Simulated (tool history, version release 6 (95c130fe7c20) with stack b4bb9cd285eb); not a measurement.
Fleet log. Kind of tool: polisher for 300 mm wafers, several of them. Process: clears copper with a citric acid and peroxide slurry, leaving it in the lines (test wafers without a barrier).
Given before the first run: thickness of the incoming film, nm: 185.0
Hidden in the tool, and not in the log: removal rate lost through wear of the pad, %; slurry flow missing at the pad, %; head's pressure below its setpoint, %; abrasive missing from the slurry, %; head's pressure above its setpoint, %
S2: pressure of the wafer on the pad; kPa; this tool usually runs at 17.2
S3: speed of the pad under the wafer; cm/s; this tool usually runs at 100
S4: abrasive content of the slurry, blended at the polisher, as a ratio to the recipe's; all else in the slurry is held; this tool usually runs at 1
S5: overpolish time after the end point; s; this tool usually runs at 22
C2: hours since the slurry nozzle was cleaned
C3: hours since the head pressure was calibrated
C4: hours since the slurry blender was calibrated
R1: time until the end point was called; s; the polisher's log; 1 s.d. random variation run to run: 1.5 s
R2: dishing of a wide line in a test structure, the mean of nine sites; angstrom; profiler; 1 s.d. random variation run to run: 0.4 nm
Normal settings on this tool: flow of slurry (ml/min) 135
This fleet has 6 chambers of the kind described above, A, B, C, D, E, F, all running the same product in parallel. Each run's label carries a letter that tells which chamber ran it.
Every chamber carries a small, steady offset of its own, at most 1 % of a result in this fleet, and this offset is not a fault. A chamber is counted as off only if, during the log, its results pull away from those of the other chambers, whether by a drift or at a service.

-- hour=2.6 chamber A: worn pad replaced by a new one
-- hour=8.8 chamber F: worn pad replaced by a new one
run 1B hour=11.4 | flow_of_slurry_(ml/min)=135 S2=17.2 S3=100 S4=1 S5=22 | wafers_polished_on_this_pad=387 C2=503.3 C3=780.1 C4=49.4 | R1=85.021 R2=329.69
-- hour=19.4 chamber B: slurry nozzle cleaned
run 2D hour=24.2 | flow_of_slurry_(ml/min)=135 S2=17.2 S3=100 S4=1 S5=22 | wafers_polished_on_this_pad=290 C2=748.7 C3=233.9 C4=46.3 | R1=84.219 R2=329.19
-- hour=33 chamber D: slurry nozzle cleaned
run 3F hour=34.7 | flow_of_slurry_(ml/min)=135 S2=17.2 S3=100 S4=1 S5=22 | wafers_polished_on_this_pad=271 C2=537.7 C3=832.6 C4=147.3 | R1=83.29 R2=323.88
-- hour=38.7 chamber A: slurry blender recalibrated
-- hour=38.9 chamber E: slurry blender recalibrated
run 4A hour=45.8 | flow_of_slurry_(ml/min)=135 S2=17.2 S3=100 S4=1 S5=22 | wafers_polished_on_this_pad=453 C2=386.3 C3=491.7 C4=7.2 | R1=82.999 R2=322.82
-- hour=47.7 chamber F: slurry nozzle cleaned
-- hour=49.9 chamber C: slurry blender recalibrated
run 5C hour=52.7 | flow_of_slurry_(ml/min)=135 S2=17.2 S3=100 S4=1 S5=22 | wafers_polished_on_this_pad=832 C2=343.8 C3=462.5 C4=2.9 | R1=82.14 R2=321.47
run 6E hour=58.6 | flow_of_slurry_(ml/min)=135 S2=17.2 S3=100 S4=1 S5=22 | wafers_polished_on_this_pad=1247 C2=829.1 C3=549.6 C4=19.8 | R1=80.732 R2=327.68
-- hour=64.1 chamber F: slurry blender recalibrated
-- hour=68.4 chamber E: worn pad replaced by a new one
run 7C hour=69.1 | flow_of_slurry_(ml/min)=135 S2=17.2 S3=100 S4=1 S5=22 | wafers_polished_on_this_pad=1004 C2=360.2 C3=478.9 C4=19.3 | R1=82.691 R2=320.83
run 8E hour=76.8 | flow_of_slurry_(ml/min)=100 S2=17.2 S3=100 S4=1 S5=22 | wafers_polished_on_this_pad=88 C2=847.3 C3=567.8 C4=38 | R1=86.322 R2=314.52
-- hour=81.5 chamber B: worn pad replaced by a new one
run 9A hour=86.3 | flow_of_slurry_(ml/min)=100 S2=17.2 S3=100 S4=1 S5=22 | wafers_polished_on_this_pad=877 C2=426.8 C3=532.2 C4=47.7 | R1=89.561 R2=310.93
-- hour=93.2 chamber D: worn pad replaced by a new one
run 10D hour=95 | flow_of_slurry_(ml/min)=100 S2=17.2 S3=100 S4=1 S5=22 | wafers_polished_on_this_pad=19 C2=62 C3=304.7 C4=117.1 | R1=90.797 R2=307.54
-- hour=95.4 chamber C: worn pad replaced by a new one
-- hour=96.8 chamber E: slurry nozzle cleaned
-- hour=97 chamber F: worn pad replaced by a new one
run 11F hour=107.1 | flow_of_slurry_(ml/min)=100 S2=17.2 S3=100 S4=1 S5=22 | wafers_polished_on_this_pad=105 C2=59.5 C3=905 C4=43 | R1=89.162 R2=309.71
run 12B hour=117.6 | flow_of_slurry_(ml/min)=100 S2=17.2 S3=100 S4=1 S5=22 | wafers_polished_on_this_pad=378 C2=98.2 C3=886.3 C4=155.6 | R1=89.448 R2=314.84
-- hour=123.4 chamber A: worn pad replaced by a new one
run 13C hour=123.7 | flow_of_slurry_(ml/min)=100 S2=17.2 S3=100 S4=1 S5=22 | wafers_polished_on_this_pad=297 C2=414.8 C3=533.5 C4=73.9 | R1=87.992 R2=297.13
run 14D hour=132.9 | flow_of_slurry_(ml/min)=135 S2=17.2 S3=100 S4=1 S5=22 | wafers_polished_on_this_pad=417 C2=99.9 C3=342.6 C4=155 | R1=84.627 R2=333.23
-- hour=134.3 chamber B: head pressure recalibrated
run 15F hour=143.3 | flow_of_slurry_(ml/min)=135 S2=17.2 S3=100 S4=1 S5=22 | wafers_polished_on_this_pad=485 C2=95.7 C3=941.2 C4=79.2 | R1=82.792 R2=330.67
-- hour=144.4 chamber B: slurry blender recalibrated
run 16B hour=151.7 | flow_of_slurry_(ml/min)=135 S2=20 S3=100 S4=1.1 S5=22 | wafers_polished_on_this_pad=736 C2=132.3 C3=17.5 C4=7.4 | R1=72.426 R2=378.79
run 17E hour=162.3 | flow_of_slurry_(ml/min)=135 S2=20 S3=100 S4=1.1 S5=22 | wafers_polished_on_this_pad=984 C2=65.5 C3=653.3 C4=123.5 | R1=70.236 R2=379.56
-- hour=170.2 chamber F: worn pad replaced by a new one
run 18A hour=173.5 | flow_of_slurry_(ml/min)=135 S2=20 S3=100 S4=1.1 S5=22 | wafers_polished_on_this_pad=525 C2=514 C3=619.4 C4=134.9 | R1=74.022 R2=372.62
-- hour=180.8 chamber D: worn pad replaced by a new one
-- hour=182.8 chamber E: worn pad replaced by a new one
run 19D hour=186.7 | flow_of_slurry_(ml/min)=135 S2=20 S3=100 S4=1.1 S5=22 | wafers_polished_on_this_pad=61 C2=153.7 C3=396.4 C4=208.8 | R1=71.742 R2=375
-- hour=188 chamber E: slurry blender recalibrated
-- hour=189.1 chamber B: worn pad replaced by a new one
run 20C hour=198.1 | flow_of_slurry_(ml/min)=135 S2=20 S3=100 S4=1.1 S5=22 | wafers_polished_on_this_pad=1076 C2=489.2 C3=607.9 C4=148.3 | R1=70.232 R2=364.9
run 21F hour=205.5 | flow_of_slurry_(ml/min)=135 S2=20 S3=100 S4=1.1 S5=22 | wafers_polished_on_this_pad=370 C2=157.9 C3=1003.4 C4=141.4 | R1=72.307 R2=375.3
run 22A hour=216.7 | flow_of_slurry_(ml/min)=135 S2=17.2 S3=100 S4=1 S5=22 | wafers_polished_on_this_pad=978 C2=557.2 C3=662.6 C4=178.1 | R1=86.897 R2=319.34
-- hour=220.6 chamber C: worn pad replaced by a new one
run 23B hour=226.8 | flow_of_slurry_(ml/min)=135 S2=17.2 S3=100 S4=1 S5=22 | wafers_polished_on_this_pad=396 C2=207.4 C3=92.6 C4=82.5 | R1=83.334 R2=324.96
-- hour=226.9 chamber F: slurry blender recalibrated
run 24E hour=237.7 | flow_of_slurry_(ml/min)=135 S2=17.2 S3=100 S4=1 S5=22 | wafers_polished_on_this_pad=575 C2=140.9 C3=728.7 C4=49.7 | R1=81.169 R2=328.84
run 25E hour=246.1 | flow_of_slurry_(ml/min)=135 S2=17.2 S3=100 S4=1 S5=22 | wafers_polished_on_this_pad=663 C2=149.3 C3=737.1 C4=58.1 | R1=82.453 R2=324.65
-- hour=246.2 chamber A: worn pad replaced by a new one
-- hour=254 chamber F: worn pad replaced by a new one
run 26F hour=257.8 | flow_of_slurry_(ml/min)=135 S2=17.2 S3=100 S4=1 S5=22 | wafers_polished_on_this_pad=40 C2=210.2 C3=1055.7 C4=31 | R1=84.23 R2=322.73
run 27B hour=265.1 | flow_of_slurry_(ml/min)=135 S2=17.2 S3=100 S4=1 S5=22 | wafers_polished_on_this_pad=797 C2=245.7 C3=130.9 C4=120.8 | R1=83.871 R2=330.56
-- hour=270.1 chamber A: slurry blender recalibrated
run 28A hour=278 | flow_of_slurry_(ml/min)=135 S2=17.2 S3=100 S4=1 S5=22 | wafers_polished_on_this_pad=333 C2=618.5 C3=723.9 C4=8 | R1=88.761 R2=305.07
-- hour=283.9 chamber D: worn pad replaced by a new one
run 29D hour=285.1 | flow_of_slurry_(ml/min)=135 S2=17.2 S3=100 S4=1 S5=22 | wafers_polished_on_this_pad=13 C2=252.1 C3=494.8 C4=307.2 | R1=80.399 R2=324.24
-- hour=292.6 chamber B: worn pad replaced by a new one
run 30C hour=295.5 | flow_of_slurry_(ml/min)=135 S2=17.2 S3=100 S4=1 S5=22 | wafers_polished_on_this_pad=785 C2=586.6 C3=705.3 C4=245.7 | R1=83.731 R2=323.04
run 31D hour=305.3 | flow_of_slurry_(ml/min)=135 S2=17.2 S3=100 S4=1 S5=22 | wafers_polished_on_this_pad=224 C2=272.3 C3=515 C4=327.4 | R1=82.804 R2=325.29
run 32C hour=316.6 | flow_of_slurry_(ml/min)=135 S2=17.2 S3=100 S4=1 S5=22 | wafers_polished_on_this_pad=1006 C2=607.7 C3=726.4 C4=266.8 | R1=82.874 R2=324.49
run 33B hour=324.8 | flow_of_slurry_(ml/min)=135 S2=17.2 S3=100 S4=1 S5=22 | wafers_polished_on_this_pad=337 C2=305.4 C3=190.6 C4=180.5 | R1=84.341 R2=323.77
-- hour=329.4 chamber F: worn pad replaced by a new one
-- hour=331 chamber E: worn pad replaced by a new one
-- hour=331.9 chamber B: slurry blender recalibrated
run 34A hour=335.8 | flow_of_slurry_(ml/min)=135 S2=17.2 S3=100 S4=1 S5=22 | wafers_polished_on_this_pad=939 C2=676.3 C3=781.7 C4=65.8 | R1=92.203 R2=303.96
run 35F hour=346 | flow_of_slurry_(ml/min)=135 S2=17.2 S3=100 S4=1 S5=22 | wafers_polished_on_this_pad=174 C2=298.4 C3=1143.9 C4=119.2 | R1=83.83 R2=324.04
-- hour=349.3 chamber A: worn pad replaced by a new one
-- hour=356.8 chamber C: worn pad replaced by a new one
run 36E hour=358.5 | flow_of_slurry_(ml/min)=135 S2=17.2 S3=100 S4=1 S5=22 | wafers_polished_on_this_pad=289 C2=261.7 C3=849.5 C4=170.5 | R1=82.178 R2=324.53
-- hour=361.7 chamber E: slurry blender recalibrated
-- hour=368.3 chamber F: head pressure recalibrated
run 37A hour=368.7 | flow_of_slurry_(ml/min)=135 S2=17.2 S3=100 S4=1 S5=22 | wafers_polished_on_this_pad=203 C2=709.2 C3=814.6 C4=98.7 | R1=93.171 R2=297.65
run 38F hour=378.1 | flow_of_slurry_(ml/min)=135 S2=17.2 S3=100 S4=1 S5=22 | wafers_polished_on_this_pad=511 C2=330.5 C3=9.8 C4=151.3 | R1=83.582 R2=322.74
-- hour=380.8 chamber D: worn pad replaced by a new one
run 39B hour=384.6 | flow_of_slurry_(ml/min)=135 S2=17.2 S3=100 S4=1 S5=22 | wafers_polished_on_this_pad=964 C2=365.2 C3=250.4 C4=52.7 | R1=85.333 R2=320.69
run 40E hour=397 | flow_of_slurry_(ml/min)=135 S2=17.2 S3=100 S4=1 S5=22 | wafers_polished_on_this_pad=692 C2=300.2 C3=888 C4=35.3 | R1=82.666 R2=325.4
run 41C hour=408.3 | flow_of_slurry_(ml/min)=135 S2=17.2 S3=100 S4=1 S5=22 | wafers_polished_on_this_pad=540 C2=699.4 C3=818.1 C4=358.5 | R1=85.598 R2=321.27
run 42D hour=415.5 | flow_of_slurry_(ml/min)=135 S2=17.2 S3=100 S4=1 S5=22 | wafers_polished_on_this_pad=363 C2=382.5 C3=625.2 C4=437.6 | R1=83.122 R2=332.29

The same settings go to every chamber for the next run, one line per chamber below. Forecast the results for each:
run 43A hour=424.9 | flow_of_slurry_(ml/min)=135 S2=17.2 S3=100 S4=1 S5=22 | R1=? R2=?
run 43B hour=424.9 | flow_of_slurry_(ml/min)=135 S2=17.2 S3=100 S4=1 S5=22 | R1=? R2=?
run 43C hour=424.9 | flow_of_slurry_(ml/min)=135 S2=17.2 S3=100 S4=1 S5=22 | R1=? R2=?
run 43D hour=424.9 | flow_of_slurry_(ml/min)=135 S2=17.2 S3=100 S4=1 S5=22 | R1=? R2=?
run 43E hour=424.9 | flow_of_slurry_(ml/min)=135 S2=17.2 S3=100 S4=1 S5=22 | R1=? R2=?
run 43F hour=424.9 | flow_of_slurry_(ml/min)=135 S2=17.2 S3=100 S4=1 S5=22 | R1=? R2=?

run=43A R1=90.095 R2=294.6
run=43B R1=84.869 R2=323.85
run=43C R1=84.092 R2=326.04
run=43D R1=79.33 R2=334.5
run=43E R1=82.776 R2=324.35
run=43F R1=82.773 R2=325.35

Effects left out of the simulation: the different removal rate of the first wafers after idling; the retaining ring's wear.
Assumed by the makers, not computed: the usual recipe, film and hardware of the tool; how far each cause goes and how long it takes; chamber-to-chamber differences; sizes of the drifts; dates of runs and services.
